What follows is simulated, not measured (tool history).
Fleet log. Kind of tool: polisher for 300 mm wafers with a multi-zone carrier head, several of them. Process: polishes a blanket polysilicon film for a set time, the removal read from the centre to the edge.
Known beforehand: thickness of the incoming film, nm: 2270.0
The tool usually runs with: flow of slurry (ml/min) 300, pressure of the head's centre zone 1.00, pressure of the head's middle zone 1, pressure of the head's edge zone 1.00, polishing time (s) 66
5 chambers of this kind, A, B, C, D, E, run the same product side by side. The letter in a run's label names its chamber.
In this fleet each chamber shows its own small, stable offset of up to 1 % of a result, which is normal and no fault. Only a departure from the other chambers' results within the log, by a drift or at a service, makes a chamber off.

run	hour	flow of slurry (ml/min)	pressure of the head's centre zone	pressure of the head's middle zone	pressure of the head's edge zone	polishing time (s)	wafers polished on this pad	hours since the slurry nozzle was cleaned	hours since the centre zone pressure was calibrated	hours since the edge zone pressure was calibrated	film removed at the wafer's centre (angstrom)	film removed at mid-radius (angstrom)	film removed at the wafer's edge (angstrom)
# hour 2.4: chamber B: centre zone pressure recalibrated
# hour 10.1: chamber B: slurry nozzle cleaned
1D	10.3	300	1.00	1	1.00	66	532	423.3	328.5	864.3	5221.1	5164.9	5183.2
2B	22.5	300	1.00	1	1.00	66	295	12.5	20.1	78.8	5267.3	5255.1	5125.8
# hour 31.0: chamber D: slurry nozzle cleaned
3E	34.1	300	1.00	1	1.00	66	773	298.6	51.1	368.3	5131.8	5215.5	5200.3
# hour 35.2: chamber A: worn pad replaced by a new one
4C	39.6	300	1.00	1	1.00	66	1152	269.9	140.0	582.8	5149.4	5199.6	5178.9
# hour 43.4: chamber E: edge zone pressure recalibrated
# hour 49.2: chamber D: centre zone pressure recalibrated
5A	50.6	300	1.00	1	1.00	66	181	746.7	211.4	319.0	5180.4	5094.1	5155.7
6D	58.5	300	1.00	1	1.00	66	1099	27.5	9.3	912.5	5162.4	5240.8	5196.6
# hour 65.2: chamber B: worn pad replaced by a new one
7A	67.4	300	1.00	1	1.00	66	378	763.5	228.2	335.8	5188.4	5128.9	5128.7
# hour 74.6: chamber C: worn pad replaced by a new one
8C	79.2	260	1.00	1	1.11	66	54	309.5	179.6	622.4	4937.6	5120.7	5413.6
9E	87.7	260	1.00	1	1.11	66	1403	352.2	104.7	44.3	4889.9	5141.8	5502.3
# hour 92.5: chamber E: worn pad replaced by a new one
# hour 92.9: chamber D: worn pad replaced by a new one
10B	99.7	260	1.00	1	1.11	66	406	89.7	97.3	156.0	5037.0	5140.4	5412.1
11A	106.0	260	1.00	1	1.11	66	831	802.1	266.8	374.4	5090.7	5058.4	5400.2
12E	114.9	260	1.00	1	1.11	66	263	379.4	131.9	71.5	5060.5	5060.5	5469.6
13B	127.0	300	1.00	1	1.00	66	727	117.0	124.6	183.3	5130.7	5174.9	5153.7
# hour 131.5: chamber A: worn pad replaced by a new one
14D	136.5	300	1.00	1	1.00	66	512	105.5	87.3	990.5	5137.5	5204.9	5177.8
# hour 143.3: chamber B: worn pad replaced by a new one
# hour 145.7: chamber A: centre zone pressure recalibrated
15C	148.3	300	0.92	1	0.88	66	866	378.6	248.7	691.5	4790.9	5094.4	4870.3
16A	157.7	300	0.92	1	0.88	66	308	853.8	12.0	426.1	4636.7	5122.7	4873.3
# hour 162.9: chamber A: slurry nozzle cleaned
17E	167.0	300	0.92	1	0.88	66	876	431.5	184.0	123.6	4667.1	5244.3	4911.8
18B	176.5	300	0.92	1	0.88	66	390	166.5	174.1	232.8	4703.3	5133.9	4859.7
# hour 183.6: chamber C: worn pad replaced by a new one
19C	188.8	300	0.92	1	0.88	66	61	419.1	289.2	732.0	4636.9	5208.4	4885.9
20D	201.2	300	1.00	1	1.00	66	1272	170.2	152.0	1055.2	5253.1	5246.5	5155.9
# hour 209.7: chamber B: worn pad replaced by a new one
21A	210.9	300	1.00	1	1.00	75	933	48.1	65.2	479.3	5789.2	5843.1	5911.4
# hour 212.0: chamber E: worn pad replaced by a new one
22C	216.5	300	1.00	1	1.00	75	386	446.8	316.9	759.7	5866.8	5792.9	5878.9
23B	224.9	300	1.00	1	1.00	75	179	214.9	222.5	281.2	5860.6	5971.5	5930.2
# hour 225.6: chamber D: worn pad replaced by a new one
24D	230.5	300	1.00	1	1.00	75	58	199.5	181.3	1084.5	5892.1	5814.1	5948.2
25E	236.3	300	1.00	1	1.00	75	285	500.8	253.3	192.9	5767.0	5909.6	5829.0
# hour 241.7: chamber A: worn pad replaced by a new one
26A	241.8	300	1.00	1	1.00	66	2	79.0	96.1	510.2	5145.6	5157.1	5243.1
27D	253.0	300	1.00	1	1.00	66	322	222.0	203.8	1107.0	5169.0	5212.6	5180.1
28B	258.5	345	1.00	1	1.05	66	574	248.5	256.1	314.8	5252.4	5349.4	5293.5
29E	265.0	345	1.00	1	1.05	66	622	529.5	282.0	221.6	5260.7	5278.7	5304.4
30C	275.4	345	1.00	1	1.05	66	1078	505.7	375.8	818.6	5095.9	5214.6	5313.4
# hour 277.5: chamber B: worn pad replaced by a new one
31E	281.8	345	1.00	1	1.05	66	820	546.3	298.8	238.4	5146.7	5225.8	5374.1
32B	291.9	345	1.00	1	1.05	66	170	281.9	289.5	348.2	5259.4	5330.1	5325.4
33A	301.6	300	1.00	1	1.00	66	704	138.8	155.9	570.0	5258.8	5145.4	5117.3
34D	311.7	300	1.00	1	1.00	66	1012	280.7	262.5	1165.7	5150.8	5154.9	5155.9
# hour 314.8: chamber C: worn pad replaced by a new one
35C	320.9	385	1.00	1	1.00	66	71	551.2	421.3	864.1	5294.7	5355.5	5263.1
36B	330.6	385	1.00	1	1.00	66	624	320.6	328.2	386.9	5279.1	5367.2	5300.4
37D	340.5	385	1.00	1	1.00	66	1350	309.5	291.3	1194.5	5382.0	5311.8	5236.3

Predict what each chamber gives when all 5 of them run the settings below next.
38A	349.4	300	0.91	1	1.00	66					?	?	?
38B	349.4	300	0.91	1	1.00	66					?	?	?
38C	349.4	300	0.91	1	1.00	66					?	?	?
38D	349.4	300	0.91	1	1.00	66					?	?	?
38E	349.4	300	0.91	1	1.00	66					?	?	?

run	film removed at the wafer's centre (angstrom)	film removed at mid-radius (angstrom)	film removed at the wafer's edge (angstrom)
38A	4539.9	5184.5	5156.4
38B	4673.9	5192.5	5223.3
38C	4700.3	5246.5	5203.7
38D	4558.6	5183.0	5178.2
38E	4535.3	5123.5	5163.1

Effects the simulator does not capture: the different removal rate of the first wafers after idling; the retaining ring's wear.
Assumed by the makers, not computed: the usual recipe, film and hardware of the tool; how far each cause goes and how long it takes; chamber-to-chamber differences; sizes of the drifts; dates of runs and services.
